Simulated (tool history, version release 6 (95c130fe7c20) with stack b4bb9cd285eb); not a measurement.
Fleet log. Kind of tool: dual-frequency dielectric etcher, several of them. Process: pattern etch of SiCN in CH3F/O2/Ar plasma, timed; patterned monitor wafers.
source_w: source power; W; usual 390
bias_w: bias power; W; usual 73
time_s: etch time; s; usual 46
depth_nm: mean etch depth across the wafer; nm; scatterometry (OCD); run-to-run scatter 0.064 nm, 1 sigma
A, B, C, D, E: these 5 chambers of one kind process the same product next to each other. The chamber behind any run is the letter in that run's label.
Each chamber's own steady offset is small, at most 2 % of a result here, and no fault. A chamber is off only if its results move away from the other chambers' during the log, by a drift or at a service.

run	hour	source_w	bias_w	time_s	hours since the last wet clean	hours since the last source power generator calibration	hours since the last bias power generator calibration	read-back reference wafer on the same gauge, depth_nm	depth_nm
1A	9.5	390	73	46	263.4	957.6	2002	19.622	17.335
2E	17.4	390	73	46	358.6	3043.5	4893	19.612	17.369
3B	29.2	390	73	46	396.2	1246.3	1046.1	19.606	17.14
4C	41.9	390	73	46	179	3318.3	488.3	19.608	17.074
5D	53.2	390	73	46	321.9	3640	798.1	19.608	17.318
6D	63.1	390	73	46	331.8	3649.9	808	19.615	17.452
7B	72.8	390	73	46	439.8	1289.9	1089.7	19.616	17.16
8C	79.2	390	73	46	216.3	3355.6	525.6	19.603	17.185
# hour 87: chamber D: wet clean of the chamber
9E	90	390	73	46	431.2	3116.1	4965.6	19.616	17.382
10A	97.6	390	73	46	351.5	1045.7	2090.1	19.599	17.43
11C	105	390	73	46	242.1	3381.4	551.4	19.583	17.12
# hour 112.5: chamber A: wet clean of the chamber
12A	115.6	390	73	46	3.2	1063.7	2108.1	19.616	17.424
13D	125.6	480	64	46	38.6	3712.4	870.5	19.597	18.635
# hour 130.1: chamber E: wet clean of the chamber
14E	135.6	480	64	46	5.6	3161.7	5011.2	19.599	18.07
15B	142.1	480	64	46	509.1	1359.2	1159	19.593	17.62
16D	153.5	480	64	46	66.5	3740.3	898.4	19.598	18.697
17C	165.3	480	64	46	302.4	3441.7	611.7	19.598	17.745
18E	173.6	390	73	46	43.6	3199.7	5049.2	19.593	17.486
19A	181	390	73	46	68.6	1129.1	2173.5	19.606	17.352
# hour 190.2: chamber B: wet clean of the chamber
20B	192.9	390	73	46	2.7	1410	1209.8	19.592	17.107
21A	204.3	390	73	46	91.9	1152.4	2196.8	19.595	17.532
22D	211.1	390	88	57	124.1	3797.9	956	19.603	23.917
# hour 217.7: chamber E: bias power generator calibrated
23B	219.7	390	88	57	29.5	1436.8	1236.6	19.606	22.814
24E	230.9	390	88	57	100.9	3257	13.2	19.609	23.024
25C	240.7	390	88	57	377.8	3517.1	687.1	19.63	22.595
26E	247.9	390	88	57	117.9	3274	30.2	19.616	23.304
27A	257	440	73	51.5	144.6	1205.1	2249.5	19.588	20.373
28D	264.4	440	73	51.5	177.4	3851.2	1009.3	19.616	21.227
29C	275	440	73	51.5	412.1	3551.4	721.4	19.601	20.105
30B	284	440	73	51.5	93.8	1501.1	1300.9	19.594	20.129

Read the log: is a single chamber off, either drifting away or since a service, is the gauge that measures every chamber drifting, or is nothing wrong beyond small per-chamber offsets? Name any odd chamber and what most likely caused it.

A service left chamber D off against the others.
Likeliest cause: etch rate over this chamber's usual, % = 4.39.

Which of the 4 candidates below, each the usual settings with something changed and its results left as question marks, puts chamber D back in line with what the other chambers give on the usual settings?
Allowed miss from the other chambers' usual-settings mean, per result, to count as in line: depth_nm 0.22 nm
31D-1	293.3	390	72	44					?
31D-2	293.3	400	74	49.5					?
31D-3	293.3	380	73	42.5					?
31D-4	293.3	390	83	46					?

Other chambers, usual settings, mean: depth_nm 17.27 nm
run	depth_nm
31D-1	17.25
31D-2	19.778
31D-3	16.582
31D-4	18.966
The right change is 31D-1: it brings the chamber back within the allowed miss of the others.
